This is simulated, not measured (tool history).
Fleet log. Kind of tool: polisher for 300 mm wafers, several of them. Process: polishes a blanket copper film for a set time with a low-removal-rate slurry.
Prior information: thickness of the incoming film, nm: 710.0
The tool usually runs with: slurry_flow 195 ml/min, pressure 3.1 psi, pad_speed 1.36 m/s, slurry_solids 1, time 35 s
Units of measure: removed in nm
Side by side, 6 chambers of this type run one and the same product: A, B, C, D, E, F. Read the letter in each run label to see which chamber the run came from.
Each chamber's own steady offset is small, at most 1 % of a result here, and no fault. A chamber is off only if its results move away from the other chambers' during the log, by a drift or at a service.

run   hour  slurry_flow  pressure  pad_speed  slurry_solids  time  removed
       2.7  -- chamber D: slurry nozzle cleaned
 1B      3          195       3.1       1.36              1    35    164.8
       6.9  -- chamber E: worn pad replaced by a new one
 2E    8.2          195       3.1       1.36              1    35   162.28
       8.6  -- chamber B: worn pad replaced by a new one
 3A   12.1          195       3.1       1.36              1    35   166.03
        13  -- chamber E: slurry blender recalibrated
 4D   14.8          195       3.1       1.36              1    35   160.74
 5C     19          195       3.1       1.36              1    35   158.86
 6F   24.9          195       3.1       1.36              1    35   160.82
 7E   30.4          195       3.1       1.36              1    35    164.7
 8A   35.8          195       3.1       1.36              1    35   162.84
 9B     41          195       3.1       1.36            1.2    25   123.93
      43.6  -- chamber F: worn pad replaced by a new one
10C   45.1          195       3.1       1.36            1.2    25   119.29
11F   48.9          195       3.1       1.36            1.2    25    121.8
12D   51.7          195       3.1       1.36            1.2    25   118.77
      51.9  -- chamber C: worn pad replaced by a new one
      52.7  -- chamber A: slurry blender recalibrated
13D   55.2          195       3.1       1.36            1.2    25   121.78
14E   58.5          195       3.1       1.36            1.2    25   120.39
      60.8  -- chamber A: worn pad replaced by a new one
15C   64.5          195       3.1       1.36              1    35   160.82
16F   70.4          195       3.1       1.36              1    35   161.26
      72.6  -- chamber F: slurry nozzle cleaned
17B     75          195       3.1       1.36              1    35   162.86
      76.6  -- chamber D: worn pad replaced by a new one
18A   80.9          195       3.1        0.9            0.7    35   99.098
19B   84.7          195       3.1        0.9            0.7    35   99.906
20F   89.4          195       3.1        0.9            0.7    35   99.385
21A   95.4          195       3.1        0.9            0.7    35   100.17
      98.7  -- chamber C: slurry blender recalibrated
22D   99.9          195       3.1        0.9            0.7    35    104.4
23C  103.9          195       3.1        0.9            0.7    35   99.834
     105.2  -- chamber B: worn pad replaced by a new one
24E  109.5          195       3.1       1.36              1    35      162
25D  114.8          195       3.6       1.36              1    35    197.5
       116  -- chamber F: head pressure recalibrated
     116.8  -- chamber E: slurry nozzle cleaned
26A  119.6          195       3.6       1.36              1    35    193.5
27B  123.5          195       3.6       1.36              1    35   188.59
28F  128.7          195       3.6       1.36              1    35   187.28
29C  134.8          195       3.6       1.36              1    35   191.67
30E  139.4          195       3.6       1.36              1    35   190.49
31B    145          195       3.1          1           1.25    35   126.24
32F  147.7          195       3.1          1           1.25    35   124.41
33E  151.2          195       3.1          1           1.25    35   123.37
     151.8  -- chamber F: slurry blender recalibrated
34D  155.7          195       3.1          1           1.25    35   136.44
     157.5  -- chamber F: worn pad replaced by a new one
     160.9  -- chamber A: worn pad replaced by a new one
35C  161.8          195       3.1          1           1.25    35   126.09
36A  165.4          195       3.1          1           1.25    35   124.69
37F  169.3          195       3.1       1.36              1    35   161.81
     171.8  -- chamber E: worn pad replaced by a new one
38E  172.4          195       3.1       1.36              1    35   161.24

All chambers now run identical settings, listed one chamber a line with results as question marks. What results will each chamber show?
39A  176.9          195       3.1       0.98              1    35        ?
39B  176.9          195       3.1       0.98              1    35        ?
39C  176.9          195       3.1       0.98              1    35        ?
39D  176.9          195       3.1       0.98              1    35        ?
39E  176.9          195       3.1       0.98              1    35        ?
39F  176.9          195       3.1       0.98              1    35        ?

run  removed
39A   117.85
39B   118.58
39C   115.78
39D   129.95
39E      118
39F   114.38

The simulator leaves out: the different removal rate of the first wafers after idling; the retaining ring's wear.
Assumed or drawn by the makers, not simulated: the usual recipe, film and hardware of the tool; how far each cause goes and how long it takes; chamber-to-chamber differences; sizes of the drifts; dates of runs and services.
